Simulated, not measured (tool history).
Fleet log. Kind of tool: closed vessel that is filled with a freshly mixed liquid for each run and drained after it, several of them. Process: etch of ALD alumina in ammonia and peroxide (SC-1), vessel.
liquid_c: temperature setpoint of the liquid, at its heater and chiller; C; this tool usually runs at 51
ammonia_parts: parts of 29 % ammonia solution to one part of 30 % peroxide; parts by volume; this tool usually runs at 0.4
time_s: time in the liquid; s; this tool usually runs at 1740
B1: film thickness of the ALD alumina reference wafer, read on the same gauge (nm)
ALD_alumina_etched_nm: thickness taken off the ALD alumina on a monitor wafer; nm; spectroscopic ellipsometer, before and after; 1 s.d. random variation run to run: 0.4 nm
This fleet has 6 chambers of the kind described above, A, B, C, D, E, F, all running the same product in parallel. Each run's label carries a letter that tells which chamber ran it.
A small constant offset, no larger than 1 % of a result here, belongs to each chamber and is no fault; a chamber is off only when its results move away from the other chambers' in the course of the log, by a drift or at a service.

run 1A day=0.438 | liquid_c=51 ammonia_parts=0.4 time_s=1740 | B1=70.034 | ALD_alumina_etched_nm=52.32
-- day=0.454 chamber A: new drum of ammonia solution connected
-- day=0.533 chamber B: ammonia flow meter replaced
run 2C day=0.742 | liquid_c=51 ammonia_parts=0.4 time_s=1740 | B1=70.007 | ALD_alumina_etched_nm=51.776
run 3B day=1.125 | liquid_c=51 ammonia_parts=0.4 time_s=1740 | B1=70 | ALD_alumina_etched_nm=51.926
run 4D day=1.429 | liquid_c=51 ammonia_parts=0.4 time_s=1740 | B1=70.013 | ALD_alumina_etched_nm=52.438
run 5F day=1.767 | liquid_c=51 ammonia_parts=0.4 time_s=1740 | B1=70.009 | ALD_alumina_etched_nm=51.706
run 6E day=1.992 | liquid_c=51 ammonia_parts=0.4 time_s=1740 | B1=70.001 | ALD_alumina_etched_nm=51.7
run 7E day=2.229 | liquid_c=51 ammonia_parts=0.4 time_s=1740 | B1=69.98 | ALD_alumina_etched_nm=52.249
run 8D day=2.562 | liquid_c=51 ammonia_parts=0.4 time_s=1740 | B1=70.01 | ALD_alumina_etched_nm=52.319
run 9A day=2.958 | liquid_c=51 ammonia_parts=0.4 time_s=1740 | B1=69.996 | ALD_alumina_etched_nm=52.459
run 10F day=3.292 | liquid_c=51 ammonia_parts=0.4 time_s=1740 | B1=69.995 | ALD_alumina_etched_nm=51.47
run 11B day=3.646 | liquid_c=51 ammonia_parts=0.4 time_s=1740 | B1=70.026 | ALD_alumina_etched_nm=51.33
-- day=3.692 chamber F: ammonia flow meter replaced
-- day=3.779 chamber F: new drum of ammonia solution connected
run 12C day=3.888 | liquid_c=51 ammonia_parts=0.4 time_s=1740 | B1=70.026 | ALD_alumina_etched_nm=51.658
-- day=3.967 chamber C: new drum of ammonia solution connected
run 13A day=4.333 | liquid_c=51 ammonia_parts=0.4 time_s=1740 | B1=69.994 | ALD_alumina_etched_nm=51.586
run 14E day=4.7 | liquid_c=51 ammonia_parts=0.4 time_s=1740 | B1=69.984 | ALD_alumina_etched_nm=51.988
run 15B day=5.167 | liquid_c=51 ammonia_parts=0.4 time_s=1740 | B1=69.982 | ALD_alumina_etched_nm=51.871
run 16F day=5.608 | liquid_c=51 ammonia_parts=0.4 time_s=1740 | B1=70.037 | ALD_alumina_etched_nm=52.152
run 17D day=5.896 | liquid_c=58 ammonia_parts=0.3 time_s=1740 | B1=70.012 | ALD_alumina_etched_nm=74.241
run 18C day=6.267 | liquid_c=58 ammonia_parts=0.3 time_s=1740 | B1=69.977 | ALD_alumina_etched_nm=71.487
run 19A day=6.738 | liquid_c=58 ammonia_parts=0.3 time_s=1740 | B1=69.972 | ALD_alumina_etched_nm=73.932
run 20F day=7.071 | liquid_c=58 ammonia_parts=0.3 time_s=1740 | B1=69.993 | ALD_alumina_etched_nm=73.263
run 21C day=7.279 | liquid_c=58 ammonia_parts=0.3 time_s=1740 | B1=69.993 | ALD_alumina_etched_nm=71.291
run 22B day=7.608 | liquid_c=58 ammonia_parts=0.3 time_s=1740 | B1=70.017 | ALD_alumina_etched_nm=71.681
-- day=7.725 chamber F: thermometer replaced
run 23E day=7.929 | liquid_c=51 ammonia_parts=0.4 time_s=1740 | B1=70.006 | ALD_alumina_etched_nm=51.556
run 24D day=8.4 | liquid_c=51 ammonia_parts=0.4 time_s=1740 | B1=70.006 | ALD_alumina_etched_nm=51.839
run 25C day=8.783 | liquid_c=51 ammonia_parts=0.4 time_s=1740 | B1=69.975 | ALD_alumina_etched_nm=49.847
run 26F day=9.175 | liquid_c=51 ammonia_parts=0.4 time_s=1740 | B1=69.989 | ALD_alumina_etched_nm=52.329
run 27A day=9.475 | liquid_c=51 ammonia_parts=0.5 time_s=2340 | B1=69.996 | ALD_alumina_etched_nm=72.112
run 28E day=9.883 | liquid_c=51 ammonia_parts=0.5 time_s=2340 | B1=69.994 | ALD_alumina_etched_nm=71.933
run 29D day=10.271 | liquid_c=51 ammonia_parts=0.5 time_s=2340 | B1=69.977 | ALD_alumina_etched_nm=70.945
run 30B day=10.512 | liquid_c=51 ammonia_parts=0.5 time_s=2340 | B1=70.032 | ALD_alumina_etched_nm=70.354
run 31B day=10.725 | liquid_c=51 ammonia_parts=0.5 time_s=2340 | B1=69.991 | ALD_alumina_etched_nm=71.237
run 32D day=11.075 | liquid_c=51 ammonia_parts=0.5 time_s=2340 | B1=70.007 | ALD_alumina_etched_nm=70.925
run 33A day=11.562 | liquid_c=51 ammonia_parts=0.4 time_s=1740 | B1=69.988 | ALD_alumina_etched_nm=52.915
run 34F day=12.025 | liquid_c=51 ammonia_parts=0.4 time_s=1740 | B1=69.948 | ALD_alumina_etched_nm=52.89
run 35C day=12.417 | liquid_c=51 ammonia_parts=0.4 time_s=1240 | B1=70.002 | ALD_alumina_etched_nm=33.785
run 36E day=12.888 | liquid_c=51 ammonia_parts=0.4 time_s=1240 | B1=69.99 | ALD_alumina_etched_nm=37.228
run 37A day=13.296 | liquid_c=51 ammonia_parts=0.4 time_s=1240 | B1=70.031 | ALD_alumina_etched_nm=36.894
run 38D day=13.662 | liquid_c=51 ammonia_parts=0.4 time_s=1240 | B1=69.976 | ALD_alumina_etched_nm=36.948
run 39B day=14.121 | liquid_c=51 ammonia_parts=0.4 time_s=1240 | B1=69.989 | ALD_alumina_etched_nm=36.637
run 40F day=14.562 | liquid_c=51 ammonia_parts=0.4 time_s=1240 | B1=70.035 | ALD_alumina_etched_nm=37.285
run 41C day=14.854 | liquid_c=51 ammonia_parts=0.4 time_s=1740 | B1=70.011 | ALD_alumina_etched_nm=46.151

Is one chamber off against the others, does the gauge drift, or is nothing wrong? If a chamber is off, say which, and what the likeliest cause is.

One chamber, C, drifts off from the rest bit by bit.
Most likely cause: liquid colder than its thermometer reads (K) = 2.06.

Which of the 4 candidates below, each the usual settings with something changed and its results left as question marks, puts chamber C back in line with what the other chambers give on the usual settings?
Counts as in line when no further than this from what the other chambers average on the usual settings: ALD_alumina_etched_nm 1.4 nm
run 42C-1 day=15.2 | liquid_c=49 ammonia_parts=0.4 time_s=1740 | ALD_alumina_etched_nm=?
run 42C-2 day=15.2 | liquid_c=52 ammonia_parts=0.4 time_s=1850 | ALD_alumina_etched_nm=?
run 42C-3 day=15.2 | liquid_c=52.5 ammonia_parts=0.4 time_s=1930 | ALD_alumina_etched_nm=?
run 42C-4 day=15.2 | liquid_c=49.5 ammonia_parts=0.4 time_s=1565 | ALD_alumina_etched_nm=?

The mean the other chambers reach with the usual settings: ALD_alumina_etched_nm 51.962 nm
run=42C-1 ALD_alumina_etched_nm=41.342
run=42C-2 ALD_alumina_etched_nm=51.934
run=42C-3 ALD_alumina_etched_nm=55.688
run=42C-4 ALD_alumina_etched_nm=38.241
42C-2 brings the chamber back in line.
